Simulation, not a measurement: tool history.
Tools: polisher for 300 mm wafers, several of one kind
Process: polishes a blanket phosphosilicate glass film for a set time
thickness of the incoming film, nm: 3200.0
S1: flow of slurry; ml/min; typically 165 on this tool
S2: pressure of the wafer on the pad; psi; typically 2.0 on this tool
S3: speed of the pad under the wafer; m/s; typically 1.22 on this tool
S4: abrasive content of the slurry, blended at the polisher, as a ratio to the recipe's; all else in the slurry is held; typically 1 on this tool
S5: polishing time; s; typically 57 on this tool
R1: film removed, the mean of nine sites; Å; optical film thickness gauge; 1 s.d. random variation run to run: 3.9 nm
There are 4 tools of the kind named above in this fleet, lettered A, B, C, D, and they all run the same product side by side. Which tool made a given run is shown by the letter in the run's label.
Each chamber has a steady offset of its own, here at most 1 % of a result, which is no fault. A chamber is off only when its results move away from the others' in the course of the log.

run	hour	S1	S2	S3	S4	S5	R1
1D	3.7	165	2.0	1.22	1	57	3916.6
# hour 5.9: chamber B: worn pad replaced by a new one
2C	8.5	165	2.0	1.22	1	57	4038.1
3A	12.3	165	2.0	1.22	1	57	3918.1
# hour 14.7: chamber C: worn pad replaced by a new one
4B	16.0	165	2.0	1.22	1	57	4063.7
5C	22.0	165	1.4	1.22	1	57	2791.7
# hour 26.3: chamber A: head pressure recalibrated
6B	27.4	165	1.4	1.22	1	57	2804.5
# hour 29.5: chamber D: worn pad replaced by a new one
7D	33.3	165	1.4	1.22	1	57	2757.4
8A	39.0	165	1.4	1.22	1	57	2728.3
# hour 39.5: chamber B: slurry blender recalibrated
# hour 40.4: chamber A: worn pad replaced by a new one
9D	46.0	165	2.0	1.22	1	57	3943.7
# hour 48.9: chamber D: conditioning disc replaced and pad reconditioned
10B	53.1	165	2.0	1.22	1	57	3987.2
11C	59.2	165	2.0	1.22	1	57	4007.8
12A	63.7	165	2.0	1.22	1	57	3969.9
# hour 64.7: chamber D: slurry blender recalibrated
13A	70.2	165	2.0	1.22	1	57	3936.1
14D	75.1	165	2.0	1.22	1	57	4029.3
# hour 75.2: chamber A: slurry nozzle cleaned
15B	81.0	165	2.0	1.22	1	57	3906.5
16C	86.5	165	2.0	1.22	1	57	4019.1
17A	92.2	165	2.0	1.22	1	57	4029.3
# hour 96.5: chamber D: worn pad replaced by a new one
18C	100.1	165	2.0	1.22	1	57	3994.5
# hour 103.6: chamber B: conditioning disc replaced and pad reconditioned
19B	104.0	165	2.0	1.22	1	57	3946.8
20D	110.2	165	2.0	1.22	1	57	3930.9
21A	117.5	165	2.0	1.22	1	57	3982.0
# hour 120.3: chamber B: worn pad replaced by a new one
22D	121.9	165	2.0	1.22	1	57	4001.8
23C	126.5	165	2.0	1.22	1	57	4033.7
# hour 134.8: chamber A: worn pad replaced by a new one
24B	134.8	165	2.0	1.22	1	57	4053.4
25C	138.5	165	2.0	1.22	1	57	4023.1
# hour 139.1: chamber C: worn pad replaced by a new one
# hour 143.8: chamber A: conditioning disc replaced and pad reconditioned
26A	146.5	165	2.0	1.22	1	57	4012.2
27D	152.6	165	2.0	1.22	1	57	3914.8
# hour 154.4: chamber A: slurry blender recalibrated
# hour 155.6: chamber D: worn pad replaced by a new one
28B	158.3	165	2.0	1.22	1	57	3956.3
29B	162.2	165	2.0	1.22	1	57	3914.5
30C	166.6	165	2.0	1.22	1	57	4072.1
31A	174.3	165	2.0	1.22	1	57	3939.3
32D	180.9	165	2.0	1.22	1	57	3935.1
# hour 181.3: chamber D: conditioning disc replaced and pad reconditioned
33C	185.3	165	2.0	1.22	1	57	3920.8
34B	190.6	165	2.0	1.22	1	57	4045.3
35A	198.5	165	2.0	1.22	1	57	4006.2
# hour 202.2: chamber B: slurry blender recalibrated
36D	206.2	165	2.0	1.22	1	57	3902.5
37A	211.6	165	2.0	1.22	1	57	3947.6
# hour 211.8: chamber B: slurry nozzle cleaned
38B	217.3	105	2.3	1.22	1	57	4133.8
# hour 218.6: chamber D: worn pad replaced by a new one
39D	223.0	105	2.3	1.22	1	57	4147.3
40C	227.4	105	2.3	1.22	1	57	4218.4
# hour 232.9: chamber D: slurry blender recalibrated
41D	235.2	105	2.3	1.22	1	57	4181.2

Decide between three cases: one chamber stands off from its peers, the gauge reading all wafers drifts, or nothing is wrong past each chamber's small offset. Where a chamber is off, say which and what most likely put it there.

Neither any chamber nor the gauge drifts; the chambers differ only by their own small, steady offsets.

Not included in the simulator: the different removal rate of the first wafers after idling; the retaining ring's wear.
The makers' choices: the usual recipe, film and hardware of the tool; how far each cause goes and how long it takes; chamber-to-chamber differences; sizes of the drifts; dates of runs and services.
